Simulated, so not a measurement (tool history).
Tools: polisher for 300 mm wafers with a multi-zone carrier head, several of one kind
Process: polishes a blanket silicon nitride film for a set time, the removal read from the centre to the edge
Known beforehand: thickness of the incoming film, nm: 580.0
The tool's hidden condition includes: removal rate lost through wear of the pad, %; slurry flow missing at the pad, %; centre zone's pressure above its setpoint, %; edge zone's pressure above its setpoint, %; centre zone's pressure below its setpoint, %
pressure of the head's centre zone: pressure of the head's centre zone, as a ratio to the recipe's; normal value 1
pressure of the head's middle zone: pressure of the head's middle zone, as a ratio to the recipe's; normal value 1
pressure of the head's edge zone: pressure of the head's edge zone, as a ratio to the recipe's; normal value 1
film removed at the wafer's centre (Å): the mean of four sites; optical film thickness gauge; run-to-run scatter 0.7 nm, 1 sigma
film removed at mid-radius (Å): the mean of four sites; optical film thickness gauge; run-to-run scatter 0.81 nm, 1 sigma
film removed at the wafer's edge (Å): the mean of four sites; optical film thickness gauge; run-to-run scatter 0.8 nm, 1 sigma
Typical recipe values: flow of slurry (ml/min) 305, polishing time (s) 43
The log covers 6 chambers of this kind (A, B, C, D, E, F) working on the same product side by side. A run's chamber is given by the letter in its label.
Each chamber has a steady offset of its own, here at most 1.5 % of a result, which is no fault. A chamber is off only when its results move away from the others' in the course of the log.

| run | hour | flow of slurry (ml/min) | pressure of the head's centre zone | pressure of the head's middle zone | pressure of the head's edge zone | polishing time (s) | wafers polished on this pad | hours since the slurry nozzle was cleaned | hours since the centre zone pressure was calibrated | hours since the edge zone pressure was calibrated | film removed at the wafer's centre (Å) | film removed at mid-radius (Å) | film removed at the wafer's edge (Å) |
|---|---|---|---|---|---|---|---|---|---|---|---|---|---|
| 1B | 7.8 | 305 | 1 | 1 | 1 | 43 | 166 | 120.8 | 198.7 | 702 | 614.6 | 610.21 | 608.01 |
|  | 14.5 | chamber A: worn pad replaced by a new one |
| 2F | 16.1 | 305 | 1 | 1 | 1 | 43 | 1241 | 326 | 234.2 | 712.1 | 587.18 | 605.74 | 612.97 |
| 3E | 22.7 | 305 | 1 | 1 | 1 | 43 | 345 | 33.6 | 599.3 | 870.3 | 603.06 | 602.95 | 613.17 |
| 4A | 30.8 | 305 | 1 | 1 | 1 | 43 | 148 | 211.2 | 688.4 | 1084.6 | 613.41 | 620 | 624.96 |
|  | 35.8 | chamber D: worn pad replaced by a new one |
| 5D | 37.9 | 305 | 1 | 1 | 1 | 43 | 19 | 249.7 | 430.2 | 590.7 | 605.61 | 605.79 | 617 |
|  | 40.9 | chamber C: worn pad replaced by a new one |
| 6C | 44.7 | 305 | 1 | 1 | 1 | 43 | 34 | 649.3 | 396.4 | 545.3 | 598.45 | 612.97 | 613.43 |
|  | 50.7 | chamber F: edge zone pressure recalibrated |
|  | 50.8 | chamber F: worn pad replaced by a new one |
|  | 52.4 | chamber B: worn pad replaced by a new one |
| 7D | 54.2 | 305 | 1 | 1 | 1 | 43 | 167 | 266 | 446.5 | 607 | 600.37 | 614.22 | 609.54 |
| 8B | 63.8 | 305 | 1 | 1 | 1 | 43 | 104 | 176.8 | 254.7 | 758 | 610.16 | 612.97 | 595.49 |
|  | 66.5 | chamber E: worn pad replaced by a new one |
| 9F | 71.1 | 305 | 1 | 1 | 1 | 43 | 184 | 381 | 289.2 | 20.5 | 603.88 | 617.36 | 608.99 |
|  | 79 | chamber C: slurry nozzle cleaned |
| 10C | 79.7 | 250 | 1 | 1 | 1 | 32 | 352 | 0.8 | 431.4 | 580.3 | 432.75 | 433.4 | 439.46 |
|  | 86.9 | chamber B: slurry nozzle cleaned |
| 11E | 90.6 | 250 | 1 | 1 | 1 | 32 | 219 | 101.5 | 667.2 | 938.2 | 444.24 | 442.08 | 450.04 |
| 12A | 96.5 | 250 | 1 | 1 | 1 | 32 | 744 | 276.9 | 754.1 | 1150.3 | 429 | 436.76 | 453.83 |
| 13F | 106.4 | 250 | 1 | 1 | 1 | 32 | 505 | 416.3 | 324.5 | 55.8 | 442.76 | 444.72 | 453.6 |
| 14C | 115 | 250 | 1 | 1 | 1 | 32 | 672 | 36.1 | 466.7 | 615.6 | 436.13 | 443.16 | 439.33 |
|  | 118.2 | chamber B: worn pad replaced by a new one |
| 15B | 126.7 | 250 | 1 | 1 | 1 | 32 | 77 | 39.8 | 317.6 | 820.9 | 440.87 | 448.1 | 443.11 |
|  | 131.7 | chamber D: worn pad replaced by a new one |
| 16D | 132.5 | 305 | 1 | 1 | 1 | 43 | 7 | 344.3 | 524.8 | 685.3 | 592.75 | 585.56 | 615.2 |
| 17E | 143.4 | 305 | 1 | 1 | 1 | 43 | 698 | 154.3 | 720 | 991 | 616.41 | 601.54 | 610.14 |
|  | 144.7 | chamber C: worn pad replaced by a new one |
| 18A | 149.4 | 305 | 1 | 1 | 1 | 43 | 1224 | 329.8 | 807 | 1203.2 | 594.35 | 600.86 | 592.84 |
|  | 153.4 | chamber E: worn pad replaced by a new one |
| 19C | 157.4 | 305 | 1 | 1 | 1 | 43 | 115 | 78.5 | 509.1 | 658 | 601.25 | 610.58 | 600.34 |
|  | 167.9 | chamber A: worn pad replaced by a new one |
| 20B | 168.3 | 305 | 1 | 1.07 | 1 | 33 | 454 | 81.4 | 359.2 | 862.5 | 460.58 | 509.43 | 467.18 |
|  | 171.5 | chamber D: slurry nozzle cleaned |
| 21A | 176.3 | 305 | 1 | 1.07 | 1 | 33 | 76 | 356.7 | 833.9 | 1230.1 | 454.81 | 488.92 | 475.6 |
|  | 177.3 | chamber B: worn pad replaced by a new one |
| 22F | 182.4 | 305 | 1 | 1.07 | 1 | 33 | 1194 | 492.3 | 400.5 | 131.8 | 451.82 | 510.61 | 458.35 |
|  | 183.6 | chamber F: worn pad replaced by a new one |
| 23E | 189.5 | 305 | 1 | 1.07 | 1 | 33 | 327 | 200.4 | 766.1 | 1037.1 | 464.77 | 486.75 | 472.53 |
|  | 191.7 | chamber A: slurry nozzle cleaned |
| 24D | 195.3 | 305 | 1 | 1.07 | 1 | 33 | 577 | 23.9 | 587.6 | 748.1 | 465.73 | 496.05 | 463.85 |
| 25A | 207.9 | 305 | 1 | 1.07 | 1 | 33 | 363 | 16.3 | 865.5 | 1261.7 | 461.12 | 493.67 | 463.16 |
| 26B | 219.3 | 305 | 1 | 1 | 1 | 43 | 381 | 132.4 | 410.2 | 913.5 | 595.61 | 609.5 | 601.75 |
| 27C | 226.5 | 305 | 1 | 1 | 1 | 43 | 742 | 147.6 | 578.2 | 727.1 | 599.98 | 609.23 | 603.99 |
| 28D | 232.6 | 305 | 1 | 1 | 1 | 43 | 916 | 61.2 | 624.9 | 785.4 | 595.88 | 611.51 | 613.83 |
|  | 235.7 | chamber B: worn pad replaced by a new one |
|  | 242.8 | chamber E: worn pad replaced by a new one |
| 29E | 243.2 | 305 | 0.89 | 1 | 1 | 43 | 4 | 254.1 | 819.8 | 1090.8 | 527.54 | 602.47 | 620.79 |
|  | 245 | chamber D: worn pad replaced by a new one |
|  | 252.3 | chamber C: worn pad replaced by a new one |
| 30F | 253 | 305 | 0.89 | 1 | 1 | 43 | 630 | 562.9 | 471.1 | 202.4 | 507.3 | 619.01 | 599.72 |
| 31D | 265.4 | 305 | 0.89 | 1 | 1 | 43 | 185 | 94 | 657.7 | 818.2 | 533.69 | 598.43 | 599.57 |
| 32F | 276.1 | 305 | 0.89 | 1 | 1 | 43 | 839 | 586 | 494.2 | 225.5 | 494.99 | 601.83 | 598.94 |
| 33B | 285.3 | 305 | 0.89 | 1 | 1 | 43 | 450 | 198.4 | 476.2 | 979.5 | 530.77 | 600.18 | 599.92 |
| 34C | 297.4 | 305 | 0.89 | 1 | 1 | 43 | 409 | 218.5 | 649.1 | 798 | 523.4 | 602.71 | 607.66 |
| 35A | 303.2 | 305 | 1 | 1 | 1 | 43 | 1227 | 111.6 | 960.8 | 1357 | 602.25 | 599.13 | 607.45 |
| 36E | 311.6 | 305 | 1 | 1 | 1 | 43 | 625 | 322.5 | 888.2 | 1159.2 | 603.69 | 585.13 | 610.08 |
| 37E | 323.8 | 305 | 1 | 1 | 1 | 43 | 735 | 334.7 | 900.4 | 1171.4 | 613.52 | 613.2 | 600.15 |
| 38D | 329.9 | 305 | 1 | 1 | 1 | 43 | 770 | 158.5 | 722.2 | 882.7 | 601.2 | 605.43 | 609.17 |

Next, every chamber runs the same settings. What will each give?
| 39A | 339.1 | 305 | 1 | 1 | 1 | 43 |  |  |  |  | ? | ? | ? |
| 39B | 339.1 | 305 | 1 | 1 | 1 | 43 |  |  |  |  | ? | ? | ? |
| 39C | 339.1 | 305 | 1 | 1 | 1 | 43 |  |  |  |  | ? | ? | ? |
| 39D | 339.1 | 305 | 1 | 1 | 1 | 43 |  |  |  |  | ? | ? | ? |
| 39E | 339.1 | 305 | 1 | 1 | 1 | 43 |  |  |  |  | ? | ? | ? |
| 39F | 339.1 | 305 | 1 | 1 | 1 | 43 |  |  |  |  | ? | ? | ? |

| run | film removed at the wafer's centre (Å) | film removed at mid-radius (Å) | film removed at the wafer's edge (Å) |
|---|---|---|---|
| 39A | 584.77 | 598.99 | 596.65 |
| 39B | 604.92 | 604.57 | 590.95 |
| 39C | 600.31 | 606.48 | 596.21 |
| 39D | 611.89 | 606.29 | 595.77 |
| 39E | 606.54 | 599.19 | 591.19 |
| 39F | 551.15 | 608.99 | 593.78 |

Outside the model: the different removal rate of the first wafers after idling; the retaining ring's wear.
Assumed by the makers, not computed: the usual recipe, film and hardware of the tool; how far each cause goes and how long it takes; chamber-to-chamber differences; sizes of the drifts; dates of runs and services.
